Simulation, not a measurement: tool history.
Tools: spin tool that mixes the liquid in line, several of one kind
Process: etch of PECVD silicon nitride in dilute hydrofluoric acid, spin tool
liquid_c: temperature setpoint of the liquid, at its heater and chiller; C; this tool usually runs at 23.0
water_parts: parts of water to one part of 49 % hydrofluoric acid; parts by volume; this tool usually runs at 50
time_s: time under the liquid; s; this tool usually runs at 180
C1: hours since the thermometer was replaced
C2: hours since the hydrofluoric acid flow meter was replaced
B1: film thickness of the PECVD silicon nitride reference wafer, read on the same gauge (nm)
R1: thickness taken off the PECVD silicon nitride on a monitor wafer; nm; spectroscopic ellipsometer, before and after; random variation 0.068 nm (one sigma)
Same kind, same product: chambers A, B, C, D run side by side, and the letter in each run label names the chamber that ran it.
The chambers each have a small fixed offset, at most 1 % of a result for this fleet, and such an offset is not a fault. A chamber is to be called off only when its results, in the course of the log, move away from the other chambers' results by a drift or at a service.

Run 1D, day 0.279: usual settings; C1 641.0; C2 1030.2; B1 39.990. Result: R1 10.5960 nm.
Run 2A, day 0.496: usual settings; C1 304.1; C2 334.5; B1 39.964. Result: R1 10.6650 nm.
Run 3B, day 0.700: usual settings; C1 1702.9; C2 399.5; B1 40.000. Result: R1 10.7730 nm.
Run 4C, day 1.012: usual settings; C1 886.1; C2 639.7; B1 39.961. Result: R1 10.4620 nm.
Run 5C, day 1.221: usual settings; C1 891.1; C2 644.7; B1 40.021. Result: R1 10.6780 nm.
At day 1.392: chamber D: thermometer replaced.
Run 6D, day 1.542: usual settings; C1 3.6; C2 1060.5; B1 40.004. Result: R1 10.5850 nm.
Run 7B, day 1.829: usual settings; C1 1730.0; C2 426.6; B1 40.025. Result: R1 10.6530 nm.
Run 8A, day 2.062: usual settings; C1 341.7; C2 372.1; B1 39.996. Result: R1 10.6790 nm.
Run 9C, day 2.246: usual settings; C1 915.7; C2 669.3; B1 39.980. Result: R1 10.6650 nm.
Run 10B, day 2.467: usual settings; C1 1745.3; C2 441.9; B1 39.992. Result: R1 10.5900 nm.
Run 11D, day 2.746: usual settings; C1 32.5; C2 1089.4; B1 39.989. Result: R1 10.6500 nm.
Run 12A, day 3.012: usual settings; C1 364.5; C2 394.9; B1 40.004. Result: R1 10.5950 nm.
Run 13C, day 3.246: usual settings; C1 939.7; C2 693.3; B1 39.993. Result: R1 10.6360 nm.
Run 14A, day 3.542: usual settings; C1 377.2; C2 407.6; B1 39.971. Result: R1 10.5790 nm.
Run 15B, day 3.688: usual settings; C1 1774.6; C2 471.2; B1 39.985. Result: R1 10.7020 nm.
Run 16D, day 3.992: usual settings; C1 62.4; C2 1119.3; B1 39.991. Result: R1 10.6060 nm.
Run 17D, day 4.292: usual settings but liquid_c 27.5 C; C1 69.6; C2 1126.5; B1 40.041. Result: R1 14.3960 nm.
Run 18A, day 4.475: usual settings but liquid_c 27.5 C; C1 399.6; C2 430.0; B1 40.028. Result: R1 14.3650 nm.
Run 19C, day 4.767: usual settings but liquid_c 27.5 C; C1 976.2; C2 729.8; B1 39.998. Result: R1 14.1750 nm.
Run 20B, day 5.042: usual settings but liquid_c 27.5 C; C1 1807.1; C2 503.7; B1 39.972. Result: R1 14.4110 nm.
Run 21D, day 5.258: usual settings; C1 92.8; C2 1149.7; B1 40.012. Result: R1 10.6660 nm.
Run 22B, day 5.550: usual settings; C1 1819.3; C2 515.9; B1 40.016. Result: R1 10.7230 nm.
Run 23A, day 5.754: usual settings but water_parts 25 parts by volume; C1 430.3; C2 460.7; B1 40.027. Result: R1 20.8550 nm.
Run 24C, day 5.925: usual settings but water_parts 25 parts by volume; C1 1004.0; C2 757.6; B1 40.017. Result: R1 20.7340 nm.
Run 25C, day 6.242: usual settings but water_parts 25 parts by volume; C1 1011.6; C2 765.2; B1 39.999. Result: R1 20.7110 nm.
Run 26D, day 6.496: usual settings but water_parts 25 parts by volume; C1 122.5; C2 1179.4; B1 40.001. Result: R1 21.0090 nm.
Run 27B, day 6.817: usual settings; C1 1849.7; C2 546.3; B1 40.016. Result: R1 10.6950 nm.
Run 28A, day 6.996: usual settings; C1 460.1; C2 490.5; B1 40.000. Result: R1 10.8500 nm.
Run 29B, day 7.225: usual settings but liquid_c 18.5 C, time_s 110 s; C1 1859.5; C2 556.1; B1 40.016. Result: R1 4.7092 nm.
Run 30A, day 7.421: usual settings but liquid_c 18.5 C, time_s 110 s; C1 470.3; C2 500.7; B1 40.006. Result: R1 4.7786 nm.
Run 31C, day 7.642: usual settings but liquid_c 18.5 C, time_s 110 s; C1 1045.2; C2 798.8; B1 39.977. Result: R1 4.7342 nm.
Run 32D, day 7.921: usual settings but liquid_c 18.5 C, time_s 110 s; C1 156.7; C2 1213.6; B1 40.012. Result: R1 4.7134 nm.
Run 33C, day 8.229: usual settings but water_parts 30 parts by volume; C1 1059.3; C2 812.9; B1 40.035. Result: R1 17.4400 nm.
Run 34B, day 8.483: usual settings but water_parts 30 parts by volume; C1 1889.7; C2 586.3; B1 40.028. Result: R1 17.4070 nm.
Run 35D, day 8.788: usual settings but water_parts 30 parts by volume; C1 177.5; C2 1234.4; B1 40.013. Result: R1 17.4820 nm.
Run 36A, day 8.983: usual settings but water_parts 30 parts by volume; C1 507.8; C2 538.2; B1 40.025. Result: R1 17.5790 nm.
Run 37C, day 9.238: usual settings; C1 1083.5; C2 837.1; B1 39.968. Result: R1 10.5510 nm.
Run 38B, day 9.404: usual settings; C1 1911.8; C2 608.4; B1 39.958. Result: R1 10.7740 nm.

Does one chamber stand apart from the rest, does the shared gauge drift, or is all well apart from small per-chamber offsets? Give the chamber and the most likely cause, where there is one.

The fleet is healthy, with each chamber sitting at its usual small offset and no drift in the gauge.
